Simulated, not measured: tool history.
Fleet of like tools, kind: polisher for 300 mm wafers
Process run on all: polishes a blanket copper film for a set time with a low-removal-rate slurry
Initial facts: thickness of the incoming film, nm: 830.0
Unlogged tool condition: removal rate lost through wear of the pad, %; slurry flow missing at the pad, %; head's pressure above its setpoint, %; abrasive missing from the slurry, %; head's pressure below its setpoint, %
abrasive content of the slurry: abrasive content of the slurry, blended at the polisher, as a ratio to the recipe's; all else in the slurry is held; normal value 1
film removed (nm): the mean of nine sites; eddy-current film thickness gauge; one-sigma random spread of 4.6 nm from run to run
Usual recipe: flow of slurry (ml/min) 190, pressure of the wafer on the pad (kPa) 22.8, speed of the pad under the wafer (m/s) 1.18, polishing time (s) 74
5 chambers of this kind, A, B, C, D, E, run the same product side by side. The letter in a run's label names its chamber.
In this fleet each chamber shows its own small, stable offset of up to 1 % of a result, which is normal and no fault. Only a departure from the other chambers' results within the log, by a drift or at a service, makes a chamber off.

run,hour,flow of slurry (ml/min),pressure of the wafer on the pad (kPa),speed of the pad under the wafer (m/s),abrasive content of the slurry,polishing time (s),wafers polished on this pad,hours since the slurry nozzle was cleaned,hours since the head pressure was calibrated,hours since the slurry blender was calibrated,film removed (nm)
# hour 3: chamber E: worn pad replaced by a new one
1B,6.6,190,22.8,1.18,1,74,650,235.6,704.5,387.3,329.45
2C,11.4,190,22.8,1.18,1,74,630,198.2,116.2,78.9,343.71
3D,17.6,190,22.8,1.18,1,74,412,673.7,206.5,98.9,341.5
# hour 19.6: chamber C: worn pad replaced by a new one
4A,20.9,190,22.8,1.18,1,74,451,199,309.2,163.3,330.49
5E,26.4,190,22.8,1.18,1,74,313,76.9,1057.7,342.9,331.6
# hour 26.9: chamber D: slurry nozzle cleaned
6C,31.1,190,22.8,1.18,1,74,154,217.9,135.9,98.6,336.17
# hour 32: chamber C: slurry blender recalibrated
7B,36,190,22.8,1.32,1,84,1042,265,733.9,416.7,429.7
8A,40,190,22.8,1.32,1,84,706,218.1,328.3,182.4,428.64
# hour 42.9: chamber B: slurry nozzle cleaned
9D,43,190,22.8,1.32,1,84,751,16.2,231.9,124.3,421.82
10E,49.5,190,22.8,1.32,1,84,621,100,1080.8,366,417.14
# hour 50.7: chamber B: slurry blender recalibrated
11B,52.8,190,22.8,1.32,1,84,1266,9.9,750.7,2.2,432.37
# hour 52.9: chamber E: worn pad replaced by a new one
12A,57.1,190,22.8,1.18,1,74,934,235.2,345.4,199.5,336.56
13C,63.1,190,22.8,1.18,1,74,581,249.9,167.9,31.1,335.99
14E,66.3,190,22.8,1.18,1,74,180,116.8,1097.6,382.8,336.18
# hour 66.8: chamber B: worn pad replaced by a new one
# hour 67.8: chamber D: slurry blender recalibrated
# hour 70.6: chamber C: worn pad replaced by a new one
15D,71.1,190,22.8,1.18,1,74,1126,44.3,260,3.4,332.15
16C,74.2,190,22.8,1.18,1,74,48,261,179,42.2,336.85
# hour 77.2: chamber D: worn pad replaced by a new one
17A,79.9,190,22.8,1.18,1,74,1238,258,368.2,222.3,329.55
18E,85,190,22.8,1.18,0.7,74,429,135.5,1116.3,401.5,313.57
19B,90.3,190,22.8,1.18,0.7,74,314,47.4,788.2,39.7,310.95
20D,96.9,190,22.8,1.18,0.7,74,263,70.1,285.8,29.2,315.62
# hour 99.1: chamber A: worn pad replaced by a new one
21B,102.9,190,22.8,1.18,0.7,74,482,60,800.8,52.3,323.05
# hour 108: chamber E: head pressure recalibrated
# hour 108.2: chamber E: worn pad replaced by a new one
22A,108.5,190,22.8,1.18,0.7,74,126,286.6,396.8,250.9,311.94
23E,112,190,22.8,1.18,1,74,51,162.5,4.1,428.5,357.33
24C,116.4,190,22.8,1.18,1,74,612,303.2,221.2,84.4,333.28
25D,119.9,190,22.8,1.18,1,74,570,93.1,308.8,52.2,334.17
# hour 123.3: chamber C: worn pad replaced by a new one
26B,125.8,190,22.8,1.18,1,74,788,82.9,823.7,75.2,338.83
# hour 128.3: chamber E: slurry blender recalibrated
27D,130.5,190,22.8,1.18,1,74,712,103.7,319.4,62.8,334.16
28C,136,190,22.8,0.92,1.25,74,169,322.8,240.8,104,274.66
# hour 142.4: chamber C: slurry blender recalibrated
29A,142.4,190,22.8,0.92,1.25,74,579,320.5,430.7,284.8,267.78
# hour 142.7: chamber A: slurry blender recalibrated
30E,145.5,190,22.8,0.92,1.25,74,498,196,37.6,17.3,297.6
31E,151.1,190,22.8,0.92,1.25,74,573,201.6,43.2,22.9,297.54
32D,154.6,190,22.8,0.92,1.25,74,1033,127.8,343.5,86.9,280.84
33C,158.7,190,22.8,1.18,1,74,472,345.5,263.5,16.4,336.01
34B,164.7,190,22.8,1.18,1,74,1307,121.8,862.6,114.1,341.91
# hour 168.7: chamber E: worn pad replaced by a new one
35A,170.1,190,22.8,1.18,1,74,948,348.2,458.4,27.4,328.73
# hour 170.9: chamber D: worn pad replaced by a new one
# hour 171.7: chamber C: worn pad replaced by a new one
36A,175.2,190,20,1.18,1,74,1016,353.3,463.5,32.5,288.82
37B,179.8,190,20,1.18,1,74,1508,136.9,877.7,129.2,299.12
# hour 182.2: chamber B: worn pad replaced by a new one
38E,182.9,190,20,1.18,1,74,189,233.4,75,54.7,320.12
39D,187.7,190,20,1.18,1,74,224,160.9,376.6,120,300.19
40C,191,190,20,1.18,1,74,257,377.8,295.8,48.7,289.27
41B,194.9,190,22.8,1.18,1,74,169,152,892.8,144.3,335.87

Predict what each chamber gives when all 5 of them run the settings below next.
42A,199.7,130,22.8,1.18,1,74,,,,,?
42B,199.7,130,22.8,1.18,1,74,,,,,?
42C,199.7,130,22.8,1.18,1,74,,,,,?
42D,199.7,130,22.8,1.18,1,74,,,,,?
42E,199.7,130,22.8,1.18,1,74,,,,,?

run,film removed (nm)
42A,305.52
42B,313.09
42C,313.73
42D,321.74
42E,341.07
